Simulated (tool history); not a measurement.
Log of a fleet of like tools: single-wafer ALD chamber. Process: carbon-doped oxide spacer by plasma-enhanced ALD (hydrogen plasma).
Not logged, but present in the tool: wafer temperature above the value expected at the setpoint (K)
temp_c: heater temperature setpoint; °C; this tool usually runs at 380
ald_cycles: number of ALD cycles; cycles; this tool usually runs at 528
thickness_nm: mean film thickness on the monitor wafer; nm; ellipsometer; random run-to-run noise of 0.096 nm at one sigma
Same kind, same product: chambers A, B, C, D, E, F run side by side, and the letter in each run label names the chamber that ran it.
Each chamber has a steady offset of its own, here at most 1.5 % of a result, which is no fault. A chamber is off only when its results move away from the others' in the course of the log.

| run | hour | temp_c | ald_cycles | hours since the last thermocouple change | read-back reference wafer on the same gauge, thickness_nm | thickness_nm |
|---|---|---|---|---|---|---|
| 1F | 9.1 | 380 | 528 | 1491.1 | 28.473 | 26.295 |
| 2A | 22.3 | 380 | 528 | 789.0 | 28.507 | 26.386 |
| 3C | 31.8 | 380 | 528 | 1472.7 | 28.519 | 26.429 |
| 4D | 42.1 | 380 | 528 | 705.0 | 28.515 | 26.245 |
| 5B | 50.3 | 380 | 528 | 317.4 | 28.489 | 26.546 |
| 6E | 61.3 | 380 | 528 | 163.4 | 28.493 | 26.753 |
| 7F | 69.8 | 380 | 528 | 1551.8 | 28.501 | 26.310 |
| 8E | 77.3 | 380 | 528 | 179.4 | 28.522 | 26.654 |
| 9B | 86.2 | 380 | 528 | 353.3 | 28.493 | 26.618 |
| 10A | 93.7 | 380 | 528 | 860.4 | 28.495 | 26.289 |
| 11D | 103.9 | 368 | 597 | 766.8 | 28.479 | 29.945 |
| 12C | 116.1 | 368 | 597 | 1557.0 | 28.500 | 29.637 |
| 13C | 131.7 | 368 | 597 | 1572.6 | 28.519 | 29.898 |
| 14E | 143.0 | 368 | 597 | 245.1 | 28.519 | 30.184 |
| 15F | 151.2 | 368 | 597 | 1633.2 | 28.489 | 29.735 |
| 16D | 165.8 | 368 | 597 | 828.7 | 28.502 | 29.819 |
| 17A | 173.2 | 380 | 528 | 939.9 | 28.504 | 26.376 |
| 18B | 182.1 | 380 | 528 | 449.2 | 28.505 | 26.381 |
| 19F | 195.9 | 380 | 528 | 1677.9 | 28.528 | 26.158 |
| 20E | 211.2 | 380 | 528 | 313.3 | 28.489 | 26.811 |
| 21D | 219.9 | 380 | 528 | 882.8 | 28.505 | 26.247 |
| 22B | 231.5 | 380 | 528 | 498.6 | 28.518 | 26.467 |
| 23C | 239.0 | 380 | 528 | 1679.9 | 28.495 | 26.322 |
| 24A | 252.7 | 380 | 528 | 1019.4 | 28.490 | 26.526 |
| 25E | 266.0 | 380 | 528 | 368.1 | 28.517 | 26.712 |
| 26A | 274.8 | 392 | 528 | 1041.5 | 28.514 | 26.500 |
| 27B | 284.0 | 392 | 528 | 551.1 | 28.504 | 26.445 |
|  | 292.8 | chamber D: thermocouple changed; heater temperature recalibrated |
| 28C | 298.7 | 392 | 528 | 1739.6 | 28.480 | 26.315 |
| 29F | 310.8 | 392 | 528 | 1792.8 | 28.480 | 26.223 |
| 30D | 318.6 | 392 | 528 | 25.9 | 28.520 | 26.338 |
| 31D | 330.6 | 392 | 528 | 37.9 | 28.504 | 26.523 |
|  | 338.2 | chamber F: thermocouple changed; heater temperature recalibrated |
| 32B | 338.8 | 380 | 615 | 605.9 | 28.512 | 30.704 |
| 33A | 354.2 | 380 | 615 | 1120.9 | 28.482 | 30.857 |
| 34C | 362.8 | 380 | 615 | 1803.7 | 28.499 | 30.760 |
| 35F | 370.6 | 380 | 615 | 32.5 | 28.496 | 30.736 |
| 36E | 378.4 | 380 | 615 | 480.5 | 28.508 | 31.130 |
| 37E | 389.3 | 380 | 615 | 491.4 | 28.496 | 31.243 |
| 38A | 398.0 | 380 | 528 | 1164.7 | 28.531 | 26.422 |
| 39F | 410.6 | 380 | 528 | 72.5 | 28.489 | 26.418 |
| 40C | 425.4 | 380 | 528 | 1866.3 | 28.509 | 26.267 |
| 41B | 436.6 | 385 | 528 | 703.7 | 28.514 | 26.449 |
| 42D | 451.4 | 385 | 528 | 158.7 | 28.512 | 26.361 |
| 43D | 462.3 | 385 | 528 | 169.6 | 28.509 | 26.440 |
| 44F | 476.1 | 385 | 528 | 138.0 | 28.523 | 26.274 |

Is one chamber off against the others, does the gauge drift, or is nothing wrong? If a chamber is off, say which, and what the likeliest cause is.

No chamber is off and the gauge is stable; the differences are just each chamber's small, constant offset.
